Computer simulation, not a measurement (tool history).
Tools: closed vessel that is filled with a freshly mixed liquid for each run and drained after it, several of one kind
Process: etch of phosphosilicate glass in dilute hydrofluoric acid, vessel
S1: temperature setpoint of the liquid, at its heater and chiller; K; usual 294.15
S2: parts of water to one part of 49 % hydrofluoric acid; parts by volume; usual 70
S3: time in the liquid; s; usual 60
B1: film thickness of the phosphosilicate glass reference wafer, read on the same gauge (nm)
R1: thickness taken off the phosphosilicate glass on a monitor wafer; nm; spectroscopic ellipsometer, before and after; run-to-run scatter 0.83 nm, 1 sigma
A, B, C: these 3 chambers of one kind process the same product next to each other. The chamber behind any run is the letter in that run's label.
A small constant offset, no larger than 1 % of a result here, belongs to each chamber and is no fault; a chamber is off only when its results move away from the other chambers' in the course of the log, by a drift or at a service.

| run | day | S1 | S2 | S3 | B1 | R1 |
|---|---|---|---|---|---|---|
| 1B | 0.333 | 294.15 | 70 | 60 | 29.993 | 95.880 |
| 2A | 0.800 | 294.15 | 70 | 60 | 29.985 | 97.015 |
| 3C | 1.042 | 294.15 | 70 | 60 | 29.988 | 94.978 |
| 4A | 1.421 | 294.15 | 70 | 60 | 29.992 | 97.410 |
| 5B | 1.938 | 294.15 | 70 | 60 | 29.999 | 96.645 |
| 6C | 2.333 | 294.15 | 70 | 60 | 30.017 | 96.238 |
| 7B | 2.729 | 294.15 | 70 | 60 | 29.972 | 97.604 |
| 8A | 3.108 | 294.15 | 70 | 60 | 29.962 | 96.394 |
| 9C | 3.333 | 294.15 | 70 | 60 | 29.988 | 94.760 |
| 10C | 3.804 | 294.15 | 70 | 70 | 29.999 | 110.720 |
| 11B | 4.242 | 294.15 | 70 | 70 | 29.974 | 113.900 |
| 12A | 4.504 | 294.15 | 70 | 70 | 30.003 | 114.430 |
| 13B | 4.796 | 294.15 | 70 | 60 | 29.945 | 96.838 |
| 14C | 5.125 | 291.65 | 100 | 60 | 29.983 | 57.453 |
| 15A | 5.433 | 291.65 | 100 | 60 | 29.966 | 58.879 |
| 16B | 5.758 | 291.65 | 100 | 60 | 30.038 | 58.954 |
| 17A | 6.079 | 294.15 | 70 | 60 | 29.998 | 97.856 |
| 18C | 6.438 | 294.15 | 70 | 60 | 30.006 | 94.897 |
| 19C | 6.667 | 294.15 | 70 | 60 | 30.016 | 95.531 |
| 20B | 7.192 | 294.15 | 70 | 60 | 29.992 | 95.279 |
| 21A | 7.629 | 294.15 | 70 | 60 | 30.001 | 95.939 |
| 22A | 7.988 | 294.15 | 70 | 60 | 29.992 | 95.790 |
| 23B | 8.388 | 294.15 | 70 | 60 | 30.010 | 95.563 |
| 24C | 8.842 | 294.15 | 70 | 60 | 30.000 | 93.938 |
| 25A | 9.367 | 294.15 | 70 | 60 | 30.019 | 97.844 |
| 26B | 9.679 | 294.15 | 70 | 60 | 30.043 | 96.729 |
| 27C | 10.117 | 294.15 | 70 | 60 | 29.968 | 95.803 |
| 28C | 10.588 | 294.15 | 70 | 80 | 29.979 | 126.170 |
| 29B | 10.892 | 294.15 | 70 | 80 | 29.999 | 127.160 |
| 30A | 11.158 | 294.15 | 70 | 80 | 30.003 | 128.680 |
| 31C | 11.633 | 294.15 | 70 | 60 | 29.993 | 95.752 |
| 32A | 12.083 | 290.15 | 70 | 60 | 30.017 | 82.690 |
| 33B | 12.488 | 290.15 | 70 | 60 | 30.043 | 81.793 |
| 34B | 12.921 | 290.15 | 70 | 60 | 29.996 | 82.273 |
| 35A | 13.275 | 294.15 | 70 | 60 | 30.017 | 97.039 |
| 36C | 13.704 | 294.15 | 70 | 60 | 29.953 | 95.370 |
| 37A | 13.988 | 294.15 | 70 | 60 | 29.957 | 95.707 |
| 38C | 14.275 | 294.15 | 90 | 60 | 29.972 | 72.499 |
| 39B | 14.538 | 294.15 | 90 | 60 | 30.033 | 72.894 |
|  | 14.738 | chamber B: hydrofluoric acid flow meter replaced |
| 40B | 15.004 | 294.15 | 90 | 60 | 29.950 | 72.656 |
| 41C | 15.467 | 294.15 | 70 | 60 | 29.976 | 94.303 |
| 42A | 15.871 | 294.15 | 70 | 60 | 30.007 | 97.362 |
| 43A | 16.133 | 294.15 | 70 | 60 | 29.976 | 97.559 |

For the next run the whole fleet of 3 chambers uses the same settings. Give each chamber's results:
| 44A | 16.512 | 294.15 | 70 | 60 |  | ? |
| 44B | 16.512 | 294.15 | 70 | 60 |  | ? |
| 44C | 16.512 | 294.15 | 70 | 60 |  | ? |

| run | R1 |
|---|---|
| 44A | 97.930 |
| 44B | 97.672 |
| 44C | 95.619 |

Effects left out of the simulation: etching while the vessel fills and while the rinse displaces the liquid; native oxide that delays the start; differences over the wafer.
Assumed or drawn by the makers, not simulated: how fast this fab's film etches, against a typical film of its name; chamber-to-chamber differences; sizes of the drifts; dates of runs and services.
